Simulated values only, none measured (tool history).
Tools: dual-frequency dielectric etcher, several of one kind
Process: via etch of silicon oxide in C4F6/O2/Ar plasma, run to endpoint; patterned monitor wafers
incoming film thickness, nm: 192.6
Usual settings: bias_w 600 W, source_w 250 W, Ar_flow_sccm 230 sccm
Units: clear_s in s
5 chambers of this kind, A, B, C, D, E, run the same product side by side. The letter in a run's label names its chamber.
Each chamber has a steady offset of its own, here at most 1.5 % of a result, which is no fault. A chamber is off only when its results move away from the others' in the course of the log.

run   hour  bias_w  source_w  Ar_flow_sccm  hours since the last wet clean  hours since the last bias power generator calibration  hours since the last source power generator calibration  hours since the last Ar flow controller change  clear_s
 1D    6.1     600       250           230                           406.8                                                 2817.3                                                   2200.6                                          2497.2   46.197
 2C   11.2     600       250           230                           269.1                                                 3417.5                                                      537                                          2577.6   44.312
 3B     16     600       250           230                           664.6                                                 1683.6                                                    656.4                                          1735.9   45.594
 4A   21.6     600       250           230                            44.5                                                 1497.8                                                   3094.5                                          1604.5   46.846
 5E   26.5     600       250           230                            33.6                                                 4585.5                                                    610.1                                           591.1   45.019
      30.4  -- chamber B: wet clean of the chamber
 6C   30.8     600       250           230                           288.7                                                 3437.1                                                    556.6                                          2597.2   45.849
 7A     34     600       250           230                            56.9                                                 1510.2                                                   3106.9                                          1616.9   45.508
 8B   38.3     600       250           230                               8                                                 1705.9                                                    678.7                                          1758.2   45.794
 9D   44.1     600       250           230                           444.8                                                 2855.3                                                   2238.6                                          2535.2   45.982
10E   49.8     600       250           230                            56.9                                                 4608.8                                                    633.4                                           614.4   45.223
11E   52.9     503       250           277                              60                                                 4611.9                                                    636.5                                           617.5   50.157
12B   58.1     503       250           277                            27.8                                                 1725.7                                                    698.5                                            1778   49.833
13C   63.7     503       250           277                           321.6                                                   3470                                                    589.5                                          2630.1   49.836
14A   67.7     503       250           277                            90.6                                                 1543.9                                                   3140.6                                          1650.6   50.226
15D   73.4     503       250           277                           474.1                                                 2884.6                                                   2267.9                                          2564.5     50.2
16A   78.1     600       250           230                             101                                                 1554.3                                                     3151                                            1661   45.875
17D   81.7     600       250           230                           482.4                                                 2892.9                                                   2276.2                                          2572.8   45.781
18B   87.6     600       250           230                            57.3                                                 1755.2                                                      728                                          1807.5     45.3
19C   92.3     600       250           230                           350.2                                                 3498.6                                                    618.1                                          2658.7   45.226
      97.3  -- chamber D: wet clean of the chamber
20E   97.5     518       250           269                           104.6                                                 4656.5                                                    681.1                                           662.1   49.563
21D  102.6     518       250           269                             5.4                                                 2913.8                                                   2297.1                                          2593.7   51.932
22B  109.1     518       250           269                            78.8                                                 1776.7                                                    749.5                                            1829    49.55
23E    115     518       250           269                           122.1                                                   4674                                                    698.6                                           679.6   49.187
24A  121.5     518       250           269                           144.4                                                 1597.7                                                   3194.4                                          1704.4   49.919
25C  127.4     600       250           230                           385.3                                                 3533.7                                                    653.2                                          2693.8   44.294
26E  130.3     600       250           230                           137.4                                                 4689.3                                                    713.9                                           694.9   44.678
27B  133.3     600       250           230                             103                                                 1800.9                                                    773.7                                          1853.2   46.006
28A  137.6     600       250           230                           160.5                                                 1613.8                                                   3210.5                                          1720.5   46.159
29D  140.7     600       250           230                            43.5                                                 2951.9                                                   2335.2                                          2631.8   48.541
30C  144.3     600       250           230                           402.2                                                 3550.6                                                    670.1                                          2710.7   44.686
31A    151     600       250           230                           173.9                                                 1627.2                                                   3223.9                                          1733.9   45.924
32B  155.5     600       250           230                           125.2                                                 1823.1                                                    795.9                                          1875.4   46.121
33C  159.6     600       250           230                           417.5                                                 3565.9                                                    685.4                                            2726   45.102
34E  162.6     600       250           230                           169.7                                                 4721.6                                                    746.2                                           727.2   45.527
35D  167.2     600       250           230                              70                                                 2978.4                                                   2361.7                                          2658.3   48.197
36B  171.1     600       250           230                           140.8                                                 1838.7                                                    811.5                                            1891   46.198
37E  176.1     600       250           230                           183.2                                                 4735.1                                                    759.7                                           740.7   45.593
38C  181.2     600       250           230                           439.1                                                 3587.5                                                      707                                          2747.6   45.167
39D  185.5     600       250           230                            88.3                                                 2996.7                                                     2380                                          2676.6   47.982
40A  191.8     507       280           230                           214.7                                                   1668                                                   3264.7                                          1774.7   47.089

All 5 chambers run these settings next. Forecast each chamber's results:
41A  196.6     672       250           230                                                                                                                                                                                                        ?
41B  196.6     672       250           230                                                                                                                                                                                                        ?
41C  196.6     672       250           230                                                                                                                                                                                                        ?
41D  196.6     672       250           230                                                                                                                                                                                                        ?
41E  196.6     672       250           230                                                                                                                                                                                                        ?

run  clear_s
41A   44.377
41B   44.252
41C   43.339
41D   46.188
41E   43.893

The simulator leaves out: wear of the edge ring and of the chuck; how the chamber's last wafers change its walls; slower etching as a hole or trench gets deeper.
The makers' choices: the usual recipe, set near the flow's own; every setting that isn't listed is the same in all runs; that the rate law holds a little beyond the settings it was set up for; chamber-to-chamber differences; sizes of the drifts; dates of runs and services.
